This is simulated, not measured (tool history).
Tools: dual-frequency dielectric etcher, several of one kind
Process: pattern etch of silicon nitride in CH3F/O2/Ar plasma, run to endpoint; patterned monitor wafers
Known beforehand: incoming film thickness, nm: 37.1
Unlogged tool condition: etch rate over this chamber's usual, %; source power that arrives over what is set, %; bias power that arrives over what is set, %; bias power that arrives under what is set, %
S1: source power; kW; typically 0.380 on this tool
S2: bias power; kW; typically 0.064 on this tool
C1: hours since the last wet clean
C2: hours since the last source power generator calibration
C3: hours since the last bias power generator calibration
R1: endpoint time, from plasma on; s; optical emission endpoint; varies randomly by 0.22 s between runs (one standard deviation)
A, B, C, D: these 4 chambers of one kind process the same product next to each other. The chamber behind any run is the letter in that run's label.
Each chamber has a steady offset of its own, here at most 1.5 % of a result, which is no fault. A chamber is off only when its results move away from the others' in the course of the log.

run,hour,S1,S2,C1,C2,C3,R1
1D,11.2,0.380,0.064,375.2,239.4,4862.6,56.333
2C,22.0,0.380,0.064,82.6,205.2,564.2,57.499
3A,36.7,0.380,0.064,320.0,1006.3,2038.4,56.127
4B,44.5,0.380,0.064,338.0,1865.2,319.9,57.081
5D,55.3,0.380,0.064,419.3,283.5,4906.7,56.905
6A,69.8,0.380,0.064,353.1,1039.4,2071.5,56.259
7C,83.3,0.340,0.059,143.9,266.5,625.5,61.627
# hour 90.1: chamber A: wet clean of the chamber
# hour 96.6: chamber D: wet clean of the chamber
8B,96.7,0.340,0.059,390.2,1917.4,372.1,61.180
9B,112.5,0.340,0.059,406.0,1933.2,387.9,61.033
10D,120.6,0.340,0.059,24.1,348.8,4972.0,60.835
11C,128.5,0.380,0.064,189.1,311.7,670.7,57.821
12A,141.9,0.380,0.064,51.8,1111.5,2143.6,56.407
13A,154.6,0.380,0.064,64.5,1124.2,2156.3,56.545
# hour 164.5: chamber B: source power generator calibrated
14B,166.4,0.290,0.049,459.9,1.9,441.8,69.000
15D,176.1,0.290,0.049,79.6,404.3,5027.5,68.626
16C,184.8,0.290,0.049,245.4,368.0,727.0,69.817
17D,199.6,0.290,0.049,103.1,427.8,5051.0,68.779
18A,215.2,0.380,0.064,125.1,1184.8,2216.9,56.367
# hour 219.8: chamber B: wet clean of the chamber
19B,222.3,0.380,0.064,2.5,57.8,497.7,56.523
20C,231.2,0.470,0.064,291.8,414.4,773.4,52.758
21B,246.6,0.470,0.064,26.8,82.1,522.0,52.508
22D,256.6,0.470,0.064,160.1,484.8,5108.0,52.312
23A,263.7,0.470,0.064,173.6,1233.3,2265.4,51.976
24C,271.1,0.380,0.064,331.7,454.3,813.3,57.863
25A,283.0,0.380,0.064,192.9,1252.6,2284.7,56.342
26B,295.4,0.380,0.064,75.6,130.9,570.8,57.068

What goes on in this fleet: one chamber off, a drifting gauge, or nothing beyond the chambers' own small offsets? Name the chamber and the cause, if any.

All chambers stay in line apart from their small fixed offsets, and the gauge does not drift.
